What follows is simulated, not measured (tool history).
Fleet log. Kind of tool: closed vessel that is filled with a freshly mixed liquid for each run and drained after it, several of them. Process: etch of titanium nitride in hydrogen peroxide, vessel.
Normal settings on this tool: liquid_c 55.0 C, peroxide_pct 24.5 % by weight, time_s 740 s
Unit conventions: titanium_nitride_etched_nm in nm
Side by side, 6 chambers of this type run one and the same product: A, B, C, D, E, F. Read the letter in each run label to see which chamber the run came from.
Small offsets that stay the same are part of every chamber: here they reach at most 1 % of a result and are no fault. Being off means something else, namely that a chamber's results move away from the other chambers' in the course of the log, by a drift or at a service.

run   hour  liquid_c  peroxide_pct  time_s  read-back film thickness of the titanium nitride reference wafer, read on the same gauge (nm)  titanium_nitride_etched_nm
 1D    4.0      55.0          24.5     740                                                                                         110.01                      45.865
 2B   12.3      55.0          24.5     740                                                                                         109.97                      45.785
 3A   20.7      55.0          24.5     740                                                                                         109.99                      45.969
 4E   25.0      55.0          24.5     740                                                                                         109.99                      45.406
 5C   30.1      55.0          24.5     740                                                                                         110.03                      45.824
 6F   34.6      55.0          24.5     740                                                                                         110.05                      45.466
 7E   42.3      55.0          24.5     740                                                                                         109.98                      46.056
 8F   48.6      55.0          24.5     740                                                                                         109.99                      45.102
 9D   52.9      50.0          24.5     740                                                                                         110.03                      32.306
10B   61.5      50.0          24.5     740                                                                                         110.01                      31.700
11C   67.6      50.0          24.5     740                                                                                         110.03                      32.265
12A   73.0      50.0          24.5     740                                                                                         109.99                      31.761
13C   78.6      50.0          24.5     740                                                                                         109.99                      32.004
14A   82.9      50.0          24.5     740                                                                                         109.99                      31.552
15F   90.6      55.0          24.5     740                                                                                         110.02                      45.303
16D   99.1      55.0          24.5     740                                                                                         110.00                      45.753
17B  103.1      46.5          24.5     740                                                                                         109.97                      24.701
18E  109.1      46.5          24.5     740                                                                                         109.96                      24.598
19D  113.7      46.5          24.5     740                                                                                         109.98                      24.590
20A  119.1      46.5          24.5     740                                                                                         110.05                      24.260
21F  124.3      46.5          24.5     740                                                                                         110.03                      24.757
22C  129.3      46.5          24.5     740                                                                                         109.99                      24.572
23E  134.8      55.0          24.5     740                                                                                         109.99                      45.705
24B  141.8      47.0          29.0     740                                                                                         109.99                      26.347
25E  150.5      47.0          29.0     740                                                                                         110.03                      26.433
     155.1  -- chamber F: thermometer replaced
26B  156.7      47.0          29.0     740                                                                                         109.98                      26.185
27A  161.7      47.0          29.0     740                                                                                         110.02                      26.233
28C  168.4      47.0          29.0     740                                                                                         110.02                      26.293
29F  176.6      47.0          29.0     740                                                                                         110.01                      26.207
30D  180.6      55.0          24.5     740                                                                                         109.99                      45.587
31B  189.5      55.0          24.5     740                                                                                         110.01                      46.007
32F  195.9      55.0          24.5     740                                                                                         110.04                      44.998
33A  204.2      55.0          24.5     740                                                                                         110.02                      45.464
34C  210.3      55.0          24.5     740                                                                                         110.03                      45.891
35E  217.5      55.0          24.5     740                                                                                         110.02                      45.754
36D  225.3      55.0          24.5     740                                                                                         110.05                      45.256
37E  233.1      55.0          24.5     740                                                                                         109.98                      45.678
38B  237.3      55.0          24.5     740                                                                                         109.98                      45.773
39A  243.4      55.0          24.5     740                                                                                         110.01                      45.893
40D  249.7      55.0          24.5     740                                                                                         110.00                      45.524

Has any chamber moved away from the others, gradually or after a service, or does the common gauge drift, or do the chambers differ only by their own small steady offsets? State the chamber and the most likely cause if one applies.

Beyond each chamber's small constant offset nothing stands out, and the gauge stays steady.

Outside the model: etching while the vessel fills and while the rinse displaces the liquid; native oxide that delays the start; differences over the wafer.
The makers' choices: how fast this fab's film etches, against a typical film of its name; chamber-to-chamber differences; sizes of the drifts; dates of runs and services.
